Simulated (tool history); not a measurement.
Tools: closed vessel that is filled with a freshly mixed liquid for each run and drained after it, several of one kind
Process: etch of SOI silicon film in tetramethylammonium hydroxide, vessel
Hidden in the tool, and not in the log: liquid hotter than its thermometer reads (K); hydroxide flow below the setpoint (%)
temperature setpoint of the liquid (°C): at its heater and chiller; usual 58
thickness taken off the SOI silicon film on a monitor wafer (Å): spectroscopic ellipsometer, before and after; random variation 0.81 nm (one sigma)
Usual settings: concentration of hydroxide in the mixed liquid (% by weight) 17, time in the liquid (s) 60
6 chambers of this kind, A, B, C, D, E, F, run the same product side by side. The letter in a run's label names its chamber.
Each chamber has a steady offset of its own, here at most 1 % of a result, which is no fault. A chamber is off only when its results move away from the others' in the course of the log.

run	day	temperature setpoint of the liquid (°C)	concentration of hydroxide in the mixed liquid (% by weight)	time in the liquid (s)	hours since the thermometer was replaced	hours since the hydroxide flow meter was replaced	read-back film thickness of the SOI silicon film reference wafer, read on the same gauge (nm)	thickness taken off the SOI silicon film on a monitor wafer (Å)
1E	0.375	58	17	60	509.6	174.2	129.96	1685.4
2B	0.925	58	17	60	1092.6	265.2	130.02	1692.6
# day 1.333: chamber A: thermometer replaced
3A	1.554	58	17	60	5.3	495.2	130	1678.1
4F	2.004	58	17	60	534.2	1093.9	130.03	1679.8
5D	2.462	58	17	60	1206.5	622.2	130.03	1657.5
6C	2.942	58	17	60	2217.8	97.6	129.94	1680.7
7D	3.404	58	17	60	1229.1	644.8	129.99	1665.4
8B	3.867	58	17	60	1163.2	335.8	130.01	1677.1
9C	4.488	58	17	60	2254.9	134.7	130	1693.1
10F	4.888	58	17	60	603.4	1163.1	130	1681.9
11A	5.388	58	17	60	97.3	587.2	130.04	1675.8
12E	5.717	58	17	60	637.8	302.4	129.98	1687.9
13F	6.021	58	17	60	630.6	1190.3	129.98	1684.2
14D	6.379	58	17	60	1300.5	716.2	130	1667.2
15B	6.942	58	17	60	1237	409.6	130	1678.9
16E	7.483	58	17	60	680.2	344.8	129.98	1685.5
# day 7.504: chamber A: hydroxide flow meter replaced
17A	7.988	58	17	60	159.7	11.6	129.99	1677.5
18C	8.462	58	17	60	2350.3	230.1	129.99	1681.3
19E	9.033	63	17	60	717.4	382	129.99	2281.8
20B	9.546	63	17	60	1299.5	472.1	130.02	2330.8
21C	10.138	63	17	60	2390.5	270.3	129.99	2306.4
22F	10.604	63	17	60	740.6	1300.3	130.06	2281.3
# day 10.621: chamber E: thermometer replaced
23A	11.096	63	17	60	234.3	86.2	130.03	2294.2
24D	11.421	63	17	60	1421.5	837.2	129.95	2264.1
25D	11.946	58	17	60	1434.1	849.8	130	1660.3
26A	12.488	54	17	60	267.7	119.6	130.01	1283.9
27F	12.954	54	17	60	797	1356.7	130	1310.7
28E	13.504	54	17	60	69.2	489.3	129.99	1304
29C	14.088	54	17	60	2485.3	365.1	130.02	1301.7
30B	14.521	54	17	60	1418.9	591.5	130.02	1343.2
31F	14.8	54	17	60	841.3	1401	130.02	1306
32C	15.429	58	17	60	2517.5	397.3	130.04	1676.4
33E	15.967	58	17	60	128.3	548.4	130.03	1687.4
# day 16.292: chamber C: thermometer replaced
34A	16.483	58	17	60	363.6	215.5	129.99	1670.8
35D	16.962	51.5	14.5	60	1554.5	970.2	129.99	1177.1
36B	17.35	51.5	14.5	60	1486.8	659.4	130.03	1226
37F	17.696	51.5	14.5	60	910.8	1470.5	130.05	1166.4
38B	18.017	51.5	14.5	60	1502.8	675.4	129.99	1228
39A	18.392	51.5	14.5	60	409.4	261.3	130.01	1162.4
40D	18.754	51.5	14.5	60	1597.5	1013.2	130.01	1169.1
41C	19.092	58	17	60	67.3	485.2	130.01	1668.2
42E	19.504	58	17	60	213.2	633.3	130.02	1697
43D	19.917	58	17	60	1625.4	1041.1	129.99	1665.7

What goes on in this fleet: one chamber off, a drifting gauge, or nothing beyond the chambers' own small offsets? Name the chamber and the cause, if any.

Chamber B drifts away from the others.
Cause: liquid hotter than its thermometer reads (K) = 1.01.

Here are 4 candidates for chamber B's next run, each the usual settings with a change, their results left as question marks. Which one brings its results back in line with what the others give on the usual settings?
In line means no further than this from the other chambers' mean on the usual settings: thickness taken off the SOI silicon film on a monitor wafer (Å) 29
44B-1	20.379	58	20	60				?
44B-2	20.379	58.5	17	60				?
44B-3	20.379	58	14.5	60				?
44B-4	20.379	57.5	17	60				?

The other chambers' mean on the usual settings: thickness taken off the SOI silicon film on a monitor wafer (Å) 1679.1
run	thickness taken off the SOI silicon film on a monitor wafer (Å)
44B-1	1669.5
44B-2	1846.7
44B-3	1903.4
44B-4	1732.7
44B-1 brings the chamber back in line.
